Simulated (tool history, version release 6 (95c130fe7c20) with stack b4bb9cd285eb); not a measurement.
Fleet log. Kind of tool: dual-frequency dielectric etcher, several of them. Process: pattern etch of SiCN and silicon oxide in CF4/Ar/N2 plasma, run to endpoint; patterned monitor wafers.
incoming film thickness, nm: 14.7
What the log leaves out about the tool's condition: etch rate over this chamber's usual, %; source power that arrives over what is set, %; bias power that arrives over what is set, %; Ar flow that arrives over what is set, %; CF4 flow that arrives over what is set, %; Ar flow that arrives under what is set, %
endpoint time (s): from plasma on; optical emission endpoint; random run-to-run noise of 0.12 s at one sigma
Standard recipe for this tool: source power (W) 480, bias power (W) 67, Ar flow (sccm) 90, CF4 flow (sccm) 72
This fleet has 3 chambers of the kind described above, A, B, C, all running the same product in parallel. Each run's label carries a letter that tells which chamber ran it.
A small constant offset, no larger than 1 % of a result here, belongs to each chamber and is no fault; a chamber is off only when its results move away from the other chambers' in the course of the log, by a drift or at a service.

run,day,source power (W),bias power (W),Ar flow (sccm),CF4 flow (sccm),hours since the last wet clean,hours since the last source power generator calibration,hours since the last bias power generator calibration,hours since the last Ar flow controller change,hours since the last CF4 flow controller change,endpoint time (s)
1C,0.158,480,67,90,72,427.5,1948.4,254.9,2673.0,2752.4,16.057
2B,0.388,480,67,90,72,271.3,1482.3,2376.7,1875.6,5795.8,15.890
3A,0.583,480,67,90,72,499.7,2765.6,1916.2,1256.8,449.9,16.130
4C,0.733,480,67,90,72,441.3,1962.2,268.7,2686.8,2766.2,16.263
5A,0.975,560,67,90,72,509.1,2775.0,1925.6,1266.2,459.3,13.989
6B,1.208,560,67,90,72,291.0,1502.0,2396.4,1895.3,5815.5,14.117
7C,1.329,560,67,90,72,455.6,1976.5,283.0,2701.1,2780.5,13.962
8B,1.554,480,67,90,72,299.3,1510.3,2404.7,1903.6,5823.8,16.258
9A,1.700,480,67,90,72,526.5,2792.4,1943.0,1283.6,476.7,15.964
10B,1.883,480,67,90,72,307.2,1518.2,2412.6,1911.5,5831.7,16.139
11A,2.142,480,67,90,72,537.1,2803.0,1953.6,1294.2,487.3,15.924
12C,2.325,480,67,90,72,479.5,2000.4,306.9,2725.0,2804.4,16.064
13B,2.567,480,67,90,72,323.6,1534.6,2429.0,1927.9,5848.1,16.123
14A,2.812,480,67,90,72,553.2,2819.1,1969.7,1310.3,503.4,16.065
15C,3.017,480,67,90,72,496.1,2017.0,323.5,2741.6,2821.0,16.111
16C,3.262,480,67,90,72,502.0,2022.9,329.4,2747.5,2826.9,16.034
# day 3.492: chamber A: wet clean of the chamber
17A,3.500,480,67,90,72,0.2,2835.6,1986.2,1326.8,519.9,15.977
18B,3.667,480,67,70,72,350.0,1561.0,2455.4,1954.3,5874.5,15.695
19B,3.817,480,67,70,72,353.6,1564.6,2459.0,1957.9,5878.1,15.533
20A,3.979,480,67,70,72,11.7,2847.1,1997.7,1338.3,531.4,15.528
21C,4.104,480,67,90,72,522.2,2043.1,349.6,2767.7,2847.1,16.097
22B,4.362,480,67,107,66,366.7,1577.7,2472.1,1971.0,5891.2,16.671
23A,4.508,480,67,107,66,24.4,2859.8,2010.4,1351.0,544.1,16.915
24C,4.679,480,67,107,66,536.0,2056.9,363.4,2781.5,2860.9,16.715
25A,4.896,480,67,90,72,33.7,2869.1,2019.7,1360.3,553.4,16.013
26C,5.088,480,67,90,72,545.8,2066.7,373.2,2791.3,2870.7,16.260
27B,5.312,480,67,90,72,389.5,1600.5,2494.9,1993.8,5914.0,16.318
28A,5.500,480,67,90,72,48.2,2883.6,2034.2,1374.8,567.9,16.052

For the next run the whole fleet of 3 chambers uses the same settings. Give each chamber's results:
29A,5.688,480,67,90,72,,,,,,?
29B,5.688,480,67,90,72,,,,,,?
29C,5.688,480,67,90,72,,,,,,?

run,endpoint time (s)
29A,15.895
29B,16.181
29C,16.099

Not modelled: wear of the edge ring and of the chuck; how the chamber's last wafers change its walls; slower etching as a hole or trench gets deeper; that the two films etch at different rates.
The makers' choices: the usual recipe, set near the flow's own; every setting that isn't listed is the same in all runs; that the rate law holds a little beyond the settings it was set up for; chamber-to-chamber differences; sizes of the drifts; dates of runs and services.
